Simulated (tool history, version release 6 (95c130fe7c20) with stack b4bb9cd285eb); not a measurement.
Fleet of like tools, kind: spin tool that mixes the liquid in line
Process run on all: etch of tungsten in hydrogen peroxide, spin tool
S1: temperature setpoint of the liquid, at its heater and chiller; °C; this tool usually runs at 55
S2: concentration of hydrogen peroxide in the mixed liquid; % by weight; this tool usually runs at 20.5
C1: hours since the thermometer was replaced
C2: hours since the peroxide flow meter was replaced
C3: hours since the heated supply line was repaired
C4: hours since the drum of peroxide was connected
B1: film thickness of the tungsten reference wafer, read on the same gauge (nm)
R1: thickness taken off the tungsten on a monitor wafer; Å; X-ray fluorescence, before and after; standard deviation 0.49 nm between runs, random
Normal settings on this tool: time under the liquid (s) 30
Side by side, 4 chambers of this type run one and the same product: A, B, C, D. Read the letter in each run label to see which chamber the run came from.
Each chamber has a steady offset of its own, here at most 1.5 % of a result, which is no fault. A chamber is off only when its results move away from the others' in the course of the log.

Run 1A, hour 11.8: usual settings; C1 41.4; C2 518.6; C3 3641.4; C4 572.2; B1 30.004. Result: R1 675.28 Å.
Run 2B, hour 21.2: usual settings; C1 617.6; C2 1696.5; C3 975.4; C4 728.8; B1 29.989. Result: R1 677.03 Å.
At hour 24.2: chamber A: heated supply line repaired.
Run 3C, hour 36.5: usual settings; C1 574.5; C2 1355.2; C3 1375.1; C4 178.8; B1 29.972. Result: R1 677.56 Å.
Run 4D, hour 44.2: usual settings; C1 969.8; C2 309.8; C3 1471.6; C4 63.7; B1 29.993. Result: R1 672.5 Å.
Run 5D, hour 51.9: usual settings but time under the liquid (s) 45; C1 977.5; C2 317.5; C3 1479.3; C4 71.4; B1 29.967. Result: R1 1008.1 Å.
Run 6C, hour 59.2: usual settings but time under the liquid (s) 45; C1 597.2; C2 1377.9; C3 1397.8; C4 201.5; B1 29.994. Result: R1 1012.2 Å.
Run 7A, hour 67.7: usual settings but time under the liquid (s) 45; C1 97.3; C2 574.5; C3 43.5; C4 628.1; B1 29.983. Result: R1 993.59 Å.
Run 8B, hour 76.9: usual settings but time under the liquid (s) 45; C1 673.3; C2 1752.2; C3 1031.1; C4 784.5; B1 30.01. Result: R1 1023.9 Å.
Run 9B, hour 88.9: usual settings; C1 685.3; C2 1764.2; C3 1043.1; C4 796.5; B1 30.013. Result: R1 679.76 Å.
At hour 99.6: chamber B: heated supply line repaired.
Run 10C, hour 102.1: usual settings; C1 640.1; C2 1420.8; C3 1440.7; C4 244.4; B1 30.02. Result: R1 665.33 Å.
Run 11A, hour 112.5: usual settings; C1 142.1; C2 619.3; C3 88.3; C4 672.9; B1 30.001. Result: R1 667.37 Å.
Run 12D, hour 120.6: usual settings but time under the liquid (s) 15; C1 1046.2; C2 386.2; C3 1548; C4 140.1; B1 30.01. Result: R1 337.17 Å.
Run 13D, hour 131: usual settings but time under the liquid (s) 15; C1 1056.6; C2 396.6; C3 1558.4; C4 150.5; B1 30.008. Result: R1 334.77 Å.
Run 14C, hour 145.7: usual settings but time under the liquid (s) 15; C1 683.7; C2 1464.4; C3 1484.3; C4 288; B1 30.015. Result: R1 338.08 Å.
Run 15A, hour 160.4: usual settings but time under the liquid (s) 15; C1 190; C2 667.2; C3 136.2; C4 720.8; B1 30.01. Result: R1 334.14 Å.
Run 16B, hour 168.2: usual settings; C1 764.6; C2 1843.5; C3 68.6; C4 875.8; B1 29.983. Result: R1 668.41 Å.
Run 17D, hour 176: usual settings; C1 1101.6; C2 441.6; C3 1603.4; C4 195.5; B1 29.995. Result: R1 677.3 Å.
Run 18C, hour 189.3: usual settings; C1 727.3; C2 1508; C3 1527.9; C4 331.6; B1 30.002. Result: R1 671.72 Å.
Run 19A, hour 204.1: usual settings; C1 233.7; C2 710.9; C3 179.9; C4 764.5; B1 29.999. Result: R1 668.95 Å.
At hour 206.8: chamber B: peroxide flow meter replaced.
Run 20B, hour 218.2: usual settings but S1 64 °C, time under the liquid (s) 20; C1 814.6; C2 11.4; C3 118.6; C4 925.8; B1 29.989. Result: R1 754.3 Å.
At hour 223.6: chamber A: peroxide flow meter replaced.
Run 21A, hour 230.7: usual settings but S1 64 °C, time under the liquid (s) 20; C1 260.3; C2 7.1; C3 206.5; C4 791.1; B1 29.991. Result: R1 751.51 Å.
Run 22C, hour 237.5: usual settings but S1 64 °C, time under the liquid (s) 20; C1 775.5; C2 1556.2; C3 1576.1; C4 379.8; B1 29.998. Result: R1 752.03 Å.
Run 23B, hour 249.4: usual settings but S1 64 °C, time under the liquid (s) 20; C1 845.8; C2 42.6; C3 149.8; C4 957; B1 30.01. Result: R1 743.26 Å.
Run 24D, hour 260.3: usual settings but S1 58.5 °C, S2 14.5 % by weight; C1 1185.9; C2 525.9; C3 1687.7; C4 279.8; B1 29.995. Result: R1 688.01 Å.
Run 25A, hour 273.7: usual settings but S1 58.5 °C, S2 14.5 % by weight; C1 303.3; C2 50.1; C3 249.5; C4 834.1; B1 29.997. Result: R1 688.32 Å.
At hour 278.7: chamber A: new drum of peroxide connected.
Run 26D, hour 288.8: usual settings but S1 58.5 °C, S2 14.5 % by weight; C1 1214.4; C2 554.4; C3 1716.2; C4 308.3; B1 30.013. Result: R1 690.94 Å.
Run 27C, hour 297.4: usual settings but S1 58.5 °C, S2 14.5 % by weight; C1 835.4; C2 1616.1; C3 1636; C4 439.7; B1 29.996. Result: R1 684.98 Å.
Run 28B, hour 310.8: usual settings but time under the liquid (s) 45; C1 907.2; C2 104; C3 211.2; C4 1018.4; B1 30.032. Result: R1 1008.9 Å.
Run 29B, hour 325.6: usual settings but time under the liquid (s) 45; C1 922; C2 118.8; C3 226; C4 1033.2; B1 30.005. Result: R1 1020 Å.
Run 30C, hour 333.5: usual settings but time under the liquid (s) 45; C1 871.5; C2 1652.2; C3 1672.1; C4 475.8; B1 30.023. Result: R1 1002.6 Å.
Run 31D, hour 340.9: usual settings but time under the liquid (s) 45; C1 1266.5; C2 606.5; C3 1768.3; C4 360.4; B1 30.009. Result: R1 1002.5 Å.
Run 32A, hour 350: usual settings but S1 51.5 °C, S2 24 % by weight; C1 379.6; C2 126.4; C3 325.8; C4 71.4; B1 30. Result: R1 583.53 Å.
Run 33C, hour 362.6: usual settings but S1 51.5 °C, S2 24 % by weight; C1 900.6; C2 1681.3; C3 1701.2; C4 504.9; B1 29.982. Result: R1 591.02 Å.
Run 34B, hour 371.7: usual settings but S1 51.5 °C, S2 24 % by weight; C1 968.1; C2 164.9; C3 272.1; C4 1079.3; B1 30.027. Result: R1 602.97 Å.
At hour 383.3: chamber D: new drum of peroxide connected.
Run 35D, hour 385.2: usual settings but S1 51.5 °C, S2 24 % by weight; C1 1310.8; C2 650.8; C3 1812.6; C4 2; B1 30.004. Result: R1 589.37 Å.
Run 36A, hour 393.2: usual settings but time under the liquid (s) 35; C1 422.8; C2 169.6; C3 369; C4 114.6; B1 29.993. Result: R1 776.6 Å.
Run 37D, hour 402: usual settings but time under the liquid (s) 35; C1 1327.6; C2 667.6; C3 1829.4; C4 18.8; B1 29.99. Result: R1 787.52 Å.
Run 38B, hour 412.7: usual settings but time under the liquid (s) 35; C1 1009.1; C2 205.9; C3 313.1; C4 1120.3; B1 29.999. Result: R1 795.32 Å.
Run 39A, hour 426.1: usual settings but time under the liquid (s) 35; C1 455.7; C2 202.5; C3 401.9; C4 147.5; B1 29.999. Result: R1 777.2 Å.
Run 40C, hour 438.6: usual settings; C1 976.6; C2 1757.3; C3 1777.2; C4 580.9; B1 30.026. Result: R1 669.84 Å.
Run 41B, hour 448.1: usual settings; C1 1044.5; C2 241.3; C3 348.5; C4 1155.7; B1 29.987. Result: R1 673.77 Å.
Run 42C, hour 454.7: usual settings; C1 992.7; C2 1773.4; C3 1793.3; C4 597; B1 29.992. Result: R1 670.79 Å.

Which is it: a chamber that has drifted or been left off by a service, a gauge drift common to all chambers, or only each chamber's usual small offset? If a chamber is off, name it and its likeliest cause.

The fleet is healthy, with each chamber sitting at its usual small offset and no drift in the gauge.
